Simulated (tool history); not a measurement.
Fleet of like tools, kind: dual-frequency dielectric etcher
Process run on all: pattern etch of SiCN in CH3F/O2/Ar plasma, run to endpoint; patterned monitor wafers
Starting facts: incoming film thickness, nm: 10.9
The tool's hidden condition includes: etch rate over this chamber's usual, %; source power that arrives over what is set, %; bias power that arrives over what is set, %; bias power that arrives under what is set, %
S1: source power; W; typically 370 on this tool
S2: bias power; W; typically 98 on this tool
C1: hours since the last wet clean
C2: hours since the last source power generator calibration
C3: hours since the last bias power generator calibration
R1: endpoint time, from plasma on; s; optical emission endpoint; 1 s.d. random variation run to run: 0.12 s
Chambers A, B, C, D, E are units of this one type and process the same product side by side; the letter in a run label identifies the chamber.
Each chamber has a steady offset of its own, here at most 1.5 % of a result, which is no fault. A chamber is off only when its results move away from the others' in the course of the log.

run	hour	S1	S2	C1	C2	C3	R1
1A	10.3	370	98	113.9	1669.0	317.7	26.834
2D	24.4	370	98	304.5	1225.1	892.2	26.483
3C	39.0	370	98	424.1	686.3	729.9	26.769
4E	53.6	370	98	358.0	3060.7	3655.8	26.655
5B	61.5	370	98	511.5	232.4	2874.3	26.817
6E	67.9	370	98	372.3	3075.0	3670.1	26.787
7B	81.1	370	98	531.1	252.0	2893.9	26.958
# hour 88.5: chamber C: wet clean of the chamber
8D	90.7	370	98	370.8	1291.4	958.5	26.191
9C	102.0	370	98	13.5	749.3	792.9	26.547
10A	114.8	370	98	218.4	1773.5	422.2	26.754
11D	125.3	370	109	405.4	1326.0	993.1	25.297
12E	138.7	370	109	443.1	3145.8	3740.9	25.670
13C	146.4	370	109	57.9	793.7	837.3	25.748
14B	159.4	370	109	609.4	330.3	2972.2	25.770
15A	165.8	370	109	269.4	1824.5	473.2	25.760
# hour 166.6: chamber B: wet clean of the chamber
16A	179.1	370	98	282.7	1837.8	486.5	26.717
# hour 179.2: chamber E: wet clean of the chamber
17E	192.5	370	98	13.3	3199.6	3794.7	26.944
18C	200.2	370	98	111.7	847.5	891.1	26.992
19D	207.5	370	98	487.6	1408.2	1075.3	25.958
20B	214.8	370	98	48.2	385.7	3027.6	27.044
21C	223.8	370	98	135.3	871.1	914.7	26.726
22D	237.1	370	98	517.2	1437.8	1104.9	25.638
23A	246.6	370	98	350.2	1905.3	554.0	26.657
24E	253.9	310	98	74.7	3261.0	3856.1	28.600
25B	261.1	310	98	94.5	432.0	3073.9	28.729
26D	273.2	310	98	553.3	1473.9	1141.0	27.115
# hour 274.5: chamber E: source power generator calibrated
27B	285.5	310	98	118.9	456.4	3098.3	28.549
28A	294.5	310	98	398.1	1953.2	601.9	28.733
29E	303.6	370	98	124.4	29.2	3905.8	26.811
30C	312.8	370	98	224.3	960.1	1003.7	26.578

Which is it: a chamber that has drifted or been left off by a service, a gauge drift common to all chambers, or only each chamber's usual small offset? If a chamber is off, name it and its likeliest cause.

Chamber D drifts away from the others.
Likeliest cause: etch rate over this chamber's usual, % = 4.17.

Here are 4 candidates for chamber D's next run, each the usual settings with a change, their results left as question marks. Which one brings its results back in line with what the others give on the usual settings?
Allowed miss from the other chambers' usual-settings mean, per result, to count as in line: R1 0.440 s
31D-1	323.3	320	98				?
31D-2	323.3	370	113				?
31D-3	323.3	370	91				?
31D-4	323.3	400	98				?

Usual-settings mean across the other chambers: R1 26.781 s
run	R1
31D-1	26.590
31D-2	23.914
31D-3	25.930
31D-4	24.527
31D-1 is the one that brings the chamber's results back in line with the other chambers.
